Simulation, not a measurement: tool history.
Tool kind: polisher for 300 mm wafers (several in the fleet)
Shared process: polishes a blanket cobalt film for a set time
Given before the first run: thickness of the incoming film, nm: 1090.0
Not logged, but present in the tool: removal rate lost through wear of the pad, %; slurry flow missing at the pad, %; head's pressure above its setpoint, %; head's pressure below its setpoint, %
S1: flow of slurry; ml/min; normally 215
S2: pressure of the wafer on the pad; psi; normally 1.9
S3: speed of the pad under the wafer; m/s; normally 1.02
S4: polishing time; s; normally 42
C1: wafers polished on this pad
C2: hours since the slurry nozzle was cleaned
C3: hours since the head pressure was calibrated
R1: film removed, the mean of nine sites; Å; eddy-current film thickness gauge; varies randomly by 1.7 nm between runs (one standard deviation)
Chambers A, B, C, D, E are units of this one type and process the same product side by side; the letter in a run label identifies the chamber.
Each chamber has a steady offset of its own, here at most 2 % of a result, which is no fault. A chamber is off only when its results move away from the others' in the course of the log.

run,hour,S1,S2,S3,S4,C1,C2,C3,R1
1A,3.5,215,1.9,1.02,42,570,29.3,199.4,1769
2C,8.9,215,1.9,1.02,42,1492,847.6,1000.8,1766
# hour 9.6: chamber C: worn pad replaced by a new one
3E,12.5,215,1.9,1.02,42,660,73.8,594.9,1717.5
4D,18.3,215,1.9,1.02,42,236,169.9,50.1,1742.8
# hour 19.8: chamber A: worn pad replaced by a new one
# hour 21.5: chamber B: worn pad replaced by a new one
5B,22.3,215,1.9,1.02,42,7,110.2,1087.7,1782.6
6A,26.1,215,1.9,1.02,42,56,51.9,222,1759.6
# hour 28.7: chamber E: worn pad replaced by a new one
7D,29.5,215,1.9,1.02,42,334,181.1,61.3,1737.2
8B,34.9,215,1.9,1.02,42,117,122.8,1100.3,1758.8
9E,40.1,215,1.9,1.02,42,100,101.4,622.5,1724.1
10C,43.5,215,1.9,1.02,42,297,882.2,1035.4,1720.3
# hour 45: chamber C: slurry nozzle cleaned
11C,49.4,215,1.9,1.02,42,349,4.5,1041.3,1730.1
12E,56.3,215,1.9,1.02,42,242,117.6,638.7,1740.4
13B,61.5,215,1.4,1.02,42,351,149.4,1126.9,1288.6
14D,65.1,215,1.4,1.02,42,647,216.7,96.9,1281.7
15A,69,215,1.4,1.02,42,432,94.8,264.9,1275.3
16B,72.9,215,1.4,1.02,42,451,160.8,1138.3,1297.4
17E,76.6,215,1.4,1.02,42,420,137.9,659,1304.7
# hour 78.1: chamber C: head pressure recalibrated
# hour 80.5: chamber B: head pressure recalibrated
18D,82,145,1.9,1.18,42,795,233.6,113.8,1892
19A,88,145,1.9,1.18,42,599,113.8,283.9,1894.7
20C,92.8,145,1.9,1.18,42,730,47.9,14.8,1879.9
21D,97.9,145,1.9,1.18,42,934,249.5,129.7,1884.7
22C,101.7,145,1.9,1.18,42,808,56.8,23.7,1874.7
# hour 103.1: chamber B: slurry nozzle cleaned
23A,108.5,215,1.9,1.02,42,779,134.3,304.4,1738.9
# hour 108.8: chamber D: worn pad replaced by a new one
# hour 111.3: chamber A: head pressure recalibrated
24E,112.2,215,1.9,1.02,42,733,173.5,694.6,1726.3
# hour 116.5: chamber A: worn pad replaced by a new one
25B,116.8,215,1.9,1.02,42,836,13.8,36.3,1911.9
26D,121.3,215,1.9,1.02,42,110,272.9,153.1,1746
27A,125,215,1.9,1.02,42,74,150.8,13.7,1748.7
# hour 129.3: chamber E: worn pad replaced by a new one
28C,131.4,215,1.9,1.02,42,1069,86.5,53.4,1750.1
29E,136.7,215,1.9,1.02,42,65,198,719.1,1740.1
30B,140.6,215,2.6,1.18,42,1045,37.6,60.1,3089.9
# hour 142.9: chamber B: worn pad replaced by a new one
31A,147.7,215,2.6,1.18,42,274,173.5,36.4,2811.2
32C,153.1,215,2.6,1.18,42,1259,108.2,75.1,2804.9
33B,156.6,215,2.6,1.18,42,120,53.6,76.1,3057.3
34E,160.1,215,2.6,1.18,42,270,221.4,742.5,2769.7

Has any chamber moved away from the others, gradually or after a service, or does the common gauge drift, or do the chambers differ only by their own small steady offsets? State the chamber and the most likely cause if one applies.

The work done on chamber B during a service left it standing apart from the others.
Cause: head's pressure above its setpoint, % = 10.9.

Below are 4 candidate recipes for chamber B's next run, each the usual settings with a change, their results shown as question marks. Which of them brings B's results back in line with what the other chambers give on the usual settings?
Counts as in line when no further than this from what the other chambers average on the usual settings: R1 59 Å
35B-1,165.3,215,1.9,1,41,,,,?
35B-2,165.3,215,2.1,1.02,42,,,,?
35B-3,165.3,215,1.8,0.98,41,,,,?
35B-4,165.3,215,1.9,1.02,44,,,,?

Other chambers, usual settings, mean: R1 1741.8 Å
run,R1
35B-1,1853.8
35B-2,2140.4
35B-3,1721.5
35B-4,2028.8
Change 35B-3 lands the chamber within the allowed miss of the other chambers.
